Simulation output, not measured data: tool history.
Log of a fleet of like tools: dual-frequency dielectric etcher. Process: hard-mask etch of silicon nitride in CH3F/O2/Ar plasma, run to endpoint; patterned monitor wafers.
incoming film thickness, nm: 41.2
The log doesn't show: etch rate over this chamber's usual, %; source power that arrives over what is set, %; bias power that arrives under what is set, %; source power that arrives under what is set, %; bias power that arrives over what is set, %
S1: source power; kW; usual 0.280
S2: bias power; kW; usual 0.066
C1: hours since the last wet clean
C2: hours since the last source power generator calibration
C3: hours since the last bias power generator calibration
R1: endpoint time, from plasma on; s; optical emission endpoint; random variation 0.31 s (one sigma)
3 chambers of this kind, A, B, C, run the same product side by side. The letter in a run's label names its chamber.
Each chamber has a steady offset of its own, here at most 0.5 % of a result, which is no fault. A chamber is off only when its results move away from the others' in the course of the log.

run   hour     S1     S2     C1      C2      C3      R1
 1B   15.0  0.280  0.066   98.5  3163.2  3098.8  70.165
 2A   28.5  0.280  0.066   43.7  3434.3   192.8  70.182
      31.3  -- chamber B: bias power generator calibrated
 3C   42.0  0.280  0.066  298.5  1265.5   150.1  70.390
 4B   54.3  0.280  0.066  137.8  3202.5    23.1  69.907
 5C   68.0  0.280  0.066  324.5  1291.5   176.1  70.337
 6A   75.1  0.280  0.066   90.3  3480.9   239.4  70.789
 7C   85.1  0.280  0.073  341.6  1308.6   193.2  67.793
 8A   94.2  0.280  0.073  109.4  3500.0   258.5  68.002
 9B  107.8  0.280  0.073  191.3  3256.0    76.6  66.807
10B  115.8  0.280  0.066  199.3  3264.0    84.6  69.742
     124.9  -- chamber C: source power generator calibrated
11C  125.3  0.280  0.066  381.8     0.5   233.4  70.178
12A  135.9  0.280  0.066  151.1  3541.7   300.2  70.268
13C  148.8  0.280  0.066  405.3    24.0   256.9  70.162
14A  160.6  0.280  0.066  175.8  3566.4   324.9  71.068
15B  168.4  0.280  0.066  251.9  3316.6   137.2  68.960
16A  180.0  0.280  0.066  195.2  3585.8   344.3  70.747
17C  189.0  0.280  0.066  445.5    64.2   297.1  70.581
     189.9  -- chamber C: wet clean of the chamber
18B  198.7  0.280  0.066  282.2  3346.9   167.5  68.821
19C  213.1  0.280  0.080   23.2    88.3   321.2  65.213
20A  226.7  0.280  0.080  241.9  3632.5   391.0  65.701
21B  242.3  0.280  0.080  325.8  3390.5   211.1  63.864
22B  254.2  0.280  0.066  337.7  3402.4   223.0  68.264
23C  267.2  0.280  0.066   77.3   142.4   375.3  70.859
24A  279.9  0.260  0.056  295.1  3685.7   444.2  76.942
25A  295.5  0.260  0.056  310.7  3701.3   459.8  76.987
26C  306.6  0.260  0.056  116.7   181.8   414.7  75.911
27B  322.0  0.280  0.066  405.5  3470.2   290.8  66.823
28A  337.7  0.280  0.066  352.9  3743.5   502.0  70.561

Next, every chamber runs the same settings. What will each give?
29A  349.0  0.280  0.066               ?
29B  349.0  0.280  0.066               ?
29C  349.0  0.280  0.066               ?

run      R1
29A  70.994
29B  66.883
29C  70.132
